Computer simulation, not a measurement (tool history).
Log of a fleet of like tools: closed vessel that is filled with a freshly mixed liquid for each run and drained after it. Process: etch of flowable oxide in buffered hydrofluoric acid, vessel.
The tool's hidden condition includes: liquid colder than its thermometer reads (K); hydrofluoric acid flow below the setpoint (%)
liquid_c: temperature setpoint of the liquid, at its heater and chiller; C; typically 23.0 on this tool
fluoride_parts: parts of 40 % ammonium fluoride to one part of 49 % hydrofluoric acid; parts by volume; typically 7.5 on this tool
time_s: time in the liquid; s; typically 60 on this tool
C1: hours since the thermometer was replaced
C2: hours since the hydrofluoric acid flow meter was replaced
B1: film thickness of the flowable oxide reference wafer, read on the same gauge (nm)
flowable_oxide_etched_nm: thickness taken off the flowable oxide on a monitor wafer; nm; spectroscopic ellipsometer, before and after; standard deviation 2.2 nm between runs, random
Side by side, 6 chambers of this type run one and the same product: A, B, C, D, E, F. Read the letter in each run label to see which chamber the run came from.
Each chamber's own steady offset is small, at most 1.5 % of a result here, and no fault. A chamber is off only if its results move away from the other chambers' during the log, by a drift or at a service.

{"run": "1D", "hour": 8.1, "liquid_c": 23.0, "fluoride_parts": 7.5, "time_s": 60, "C1": 1023.3, "C2": 333.7, "B1": 99.991, "flowable_oxide_etched_nm": 280.87}
{"run": "2A", "hour": 16.2, "liquid_c": 23.0, "fluoride_parts": 7.5, "time_s": 60, "C1": 763.4, "C2": 1231.3, "B1": 99.973, "flowable_oxide_etched_nm": 284.21}
{"hour": 21.6, "done": "chamber E: hydrofluoric acid flow meter replaced"}
{"run": "3B", "hour": 23.4, "liquid_c": 23.0, "fluoride_parts": 7.5, "time_s": 60, "C1": 265.5, "C2": 273.7, "B1": 100.03, "flowable_oxide_etched_nm": 277.2}
{"run": "4C", "hour": 29.0, "liquid_c": 23.0, "fluoride_parts": 7.5, "time_s": 60, "C1": 47.5, "C2": 950.2, "B1": 99.993, "flowable_oxide_etched_nm": 280.99}
{"run": "5E", "hour": 38.6, "liquid_c": 23.0, "fluoride_parts": 7.5, "time_s": 60, "C1": 596.6, "C2": 17.0, "B1": 100.04, "flowable_oxide_etched_nm": 280.07}
{"run": "6F", "hour": 43.4, "liquid_c": 23.0, "fluoride_parts": 7.5, "time_s": 60, "C1": 1180.4, "C2": 991.4, "B1": 100.0, "flowable_oxide_etched_nm": 283.86}
{"run": "7C", "hour": 51.4, "liquid_c": 23.0, "fluoride_parts": 7.5, "time_s": 60, "C1": 69.9, "C2": 972.6, "B1": 100.03, "flowable_oxide_etched_nm": 276.08}
{"run": "8F", "hour": 60.8, "liquid_c": 23.0, "fluoride_parts": 7.5, "time_s": 60, "C1": 1197.8, "C2": 1008.8, "B1": 99.993, "flowable_oxide_etched_nm": 277.38}
{"run": "9D", "hour": 69.9, "liquid_c": 23.0, "fluoride_parts": 7.5, "time_s": 60, "C1": 1085.1, "C2": 395.5, "B1": 99.99, "flowable_oxide_etched_nm": 277.66}
{"run": "10B", "hour": 79.7, "liquid_c": 23.0, "fluoride_parts": 7.5, "time_s": 60, "C1": 321.8, "C2": 330.0, "B1": 100.03, "flowable_oxide_etched_nm": 282.89}
{"run": "11E", "hour": 84.9, "liquid_c": 23.0, "fluoride_parts": 7.5, "time_s": 60, "C1": 642.9, "C2": 63.3, "B1": 100.01, "flowable_oxide_etched_nm": 288.09}
{"run": "12A", "hour": 89.9, "liquid_c": 19.0, "fluoride_parts": 7.5, "time_s": 60, "C1": 837.1, "C2": 1305.0, "B1": 99.97, "flowable_oxide_etched_nm": 221.75}
{"run": "13B", "hour": 100.6, "liquid_c": 19.0, "fluoride_parts": 7.5, "time_s": 60, "C1": 342.7, "C2": 350.9, "B1": 99.996, "flowable_oxide_etched_nm": 226.94}
{"run": "14A", "hour": 107.2, "liquid_c": 19.0, "fluoride_parts": 7.5, "time_s": 60, "C1": 854.4, "C2": 1322.3, "B1": 99.976, "flowable_oxide_etched_nm": 222.33}
{"run": "15F", "hour": 116.1, "liquid_c": 19.0, "fluoride_parts": 7.5, "time_s": 60, "C1": 1253.1, "C2": 1064.1, "B1": 100.02, "flowable_oxide_etched_nm": 225.63}
{"run": "16D", "hour": 121.2, "liquid_c": 19.0, "fluoride_parts": 7.5, "time_s": 60, "C1": 1136.4, "C2": 446.8, "B1": 99.997, "flowable_oxide_etched_nm": 223.26}
{"run": "17E", "hour": 131.6, "liquid_c": 19.0, "fluoride_parts": 7.5, "time_s": 60, "C1": 689.6, "C2": 110.0, "B1": 99.988, "flowable_oxide_etched_nm": 227.81}
{"run": "18C", "hour": 141.3, "liquid_c": 23.0, "fluoride_parts": 7.5, "time_s": 60, "C1": 159.8, "C2": 1062.5, "B1": 100.03, "flowable_oxide_etched_nm": 281.69}
{"run": "19A", "hour": 151.0, "liquid_c": 23.0, "fluoride_parts": 7.5, "time_s": 60, "C1": 898.2, "C2": 1366.1, "B1": 99.996, "flowable_oxide_etched_nm": 279.2}
{"run": "20E", "hour": 158.9, "liquid_c": 23.0, "fluoride_parts": 5.0, "time_s": 90, "C1": 716.9, "C2": 137.3, "B1": 100.01, "flowable_oxide_etched_nm": 611.1}
{"run": "21C", "hour": 165.4, "liquid_c": 23.0, "fluoride_parts": 5.0, "time_s": 90, "C1": 183.9, "C2": 1086.6, "B1": 100.0, "flowable_oxide_etched_nm": 609.91}
{"run": "22B", "hour": 174.3, "liquid_c": 23.0, "fluoride_parts": 5.0, "time_s": 90, "C1": 416.4, "C2": 424.6, "B1": 100.01, "flowable_oxide_etched_nm": 606.13}
{"run": "23F", "hour": 179.6, "liquid_c": 23.0, "fluoride_parts": 5.0, "time_s": 90, "C1": 1316.6, "C2": 1127.6, "B1": 100.03, "flowable_oxide_etched_nm": 603.33}
{"run": "24D", "hour": 185.3, "liquid_c": 23.0, "fluoride_parts": 5.0, "time_s": 90, "C1": 1200.5, "C2": 510.9, "B1": 99.985, "flowable_oxide_etched_nm": 592.22}
{"run": "25D", "hour": 191.3, "liquid_c": 23.0, "fluoride_parts": 5.0, "time_s": 90, "C1": 1206.5, "C2": 516.9, "B1": 100.02, "flowable_oxide_etched_nm": 587.09}
{"run": "26C", "hour": 199.5, "liquid_c": 23.0, "fluoride_parts": 7.5, "time_s": 60, "C1": 218.0, "C2": 1120.7, "B1": 100.03, "flowable_oxide_etched_nm": 279.71}
{"run": "27B", "hour": 204.7, "liquid_c": 23.0, "fluoride_parts": 7.5, "time_s": 60, "C1": 446.8, "C2": 455.0, "B1": 99.995, "flowable_oxide_etched_nm": 280.28}
{"run": "28E", "hour": 211.1, "liquid_c": 23.0, "fluoride_parts": 7.5, "time_s": 60, "C1": 769.1, "C2": 189.5, "B1": 99.996, "flowable_oxide_etched_nm": 286.5}
{"hour": 213.5, "done": "chamber E: thermometer replaced"}
{"run": "29A", "hour": 218.0, "liquid_c": 23.0, "fluoride_parts": 7.5, "time_s": 60, "C1": 965.2, "C2": 1433.1, "B1": 99.983, "flowable_oxide_etched_nm": 283.7}
{"run": "30F", "hour": 227.1, "liquid_c": 23.0, "fluoride_parts": 7.5, "time_s": 60, "C1": 1364.1, "C2": 1175.1, "B1": 99.983, "flowable_oxide_etched_nm": 279.77}
{"run": "31C", "hour": 235.8, "liquid_c": 23.0, "fluoride_parts": 7.5, "time_s": 60, "C1": 254.3, "C2": 1157.0, "B1": 100.05, "flowable_oxide_etched_nm": 281.28}
{"run": "32D", "hour": 241.4, "liquid_c": 23.0, "fluoride_parts": 7.5, "time_s": 60, "C1": 1256.6, "C2": 567.0, "B1": 100.03, "flowable_oxide_etched_nm": 265.77}
{"run": "33B", "hour": 248.5, "liquid_c": 23.0, "fluoride_parts": 7.5, "time_s": 60, "C1": 490.6, "C2": 498.8, "B1": 100.02, "flowable_oxide_etched_nm": 280.92}
{"run": "34E", "hour": 256.5, "liquid_c": 23.0, "fluoride_parts": 7.5, "time_s": 60, "C1": 43.1, "C2": 234.9, "B1": 100.01, "flowable_oxide_etched_nm": 285.76}
{"run": "35F", "hour": 262.6, "liquid_c": 23.0, "fluoride_parts": 7.5, "time_s": 60, "C1": 1399.6, "C2": 1210.6, "B1": 99.985, "flowable_oxide_etched_nm": 280.93}
{"run": "36A", "hour": 272.7, "liquid_c": 18.5, "fluoride_parts": 7.5, "time_s": 30, "C1": 1019.9, "C2": 1487.8, "B1": 99.984, "flowable_oxide_etched_nm": 109.12}
{"run": "37D", "hour": 278.1, "liquid_c": 18.5, "fluoride_parts": 7.5, "time_s": 30, "C1": 1293.3, "C2": 603.7, "B1": 99.987, "flowable_oxide_etched_nm": 100.82}
{"run": "38E", "hour": 283.4, "liquid_c": 18.5, "fluoride_parts": 7.5, "time_s": 30, "C1": 70.0, "C2": 261.8, "B1": 100.03, "flowable_oxide_etched_nm": 110.28}

Next, all 6 chambers run the settings below, one line each with question marks for the results. What does each chamber give?
{"run": "39A", "hour": 291.2, "liquid_c": 23.0, "fluoride_parts": 7.5, "time_s": 60, "flowable_oxide_etched_nm": "?"}
{"run": "39B", "hour": 291.2, "liquid_c": 23.0, "fluoride_parts": 7.5, "time_s": 60, "flowable_oxide_etched_nm": "?"}
{"run": "39C", "hour": 291.2, "liquid_c": 23.0, "fluoride_parts": 7.5, "time_s": 60, "flowable_oxide_etched_nm": "?"}
{"run": "39D", "hour": 291.2, "liquid_c": 23.0, "fluoride_parts": 7.5, "time_s": 60, "flowable_oxide_etched_nm": "?"}
{"run": "39E", "hour": 291.2, "liquid_c": 23.0, "fluoride_parts": 7.5, "time_s": 60, "flowable_oxide_etched_nm": "?"}
{"run": "39F", "hour": 291.2, "liquid_c": 23.0, "fluoride_parts": 7.5, "time_s": 60, "flowable_oxide_etched_nm": "?"}

run=39A flowable_oxide_etched_nm=276.43
run=39B flowable_oxide_etched_nm=278.87
run=39C flowable_oxide_etched_nm=281.77
run=39D flowable_oxide_etched_nm=256.70
run=39E flowable_oxide_etched_nm=283.44
run=39F flowable_oxide_etched_nm=281.26
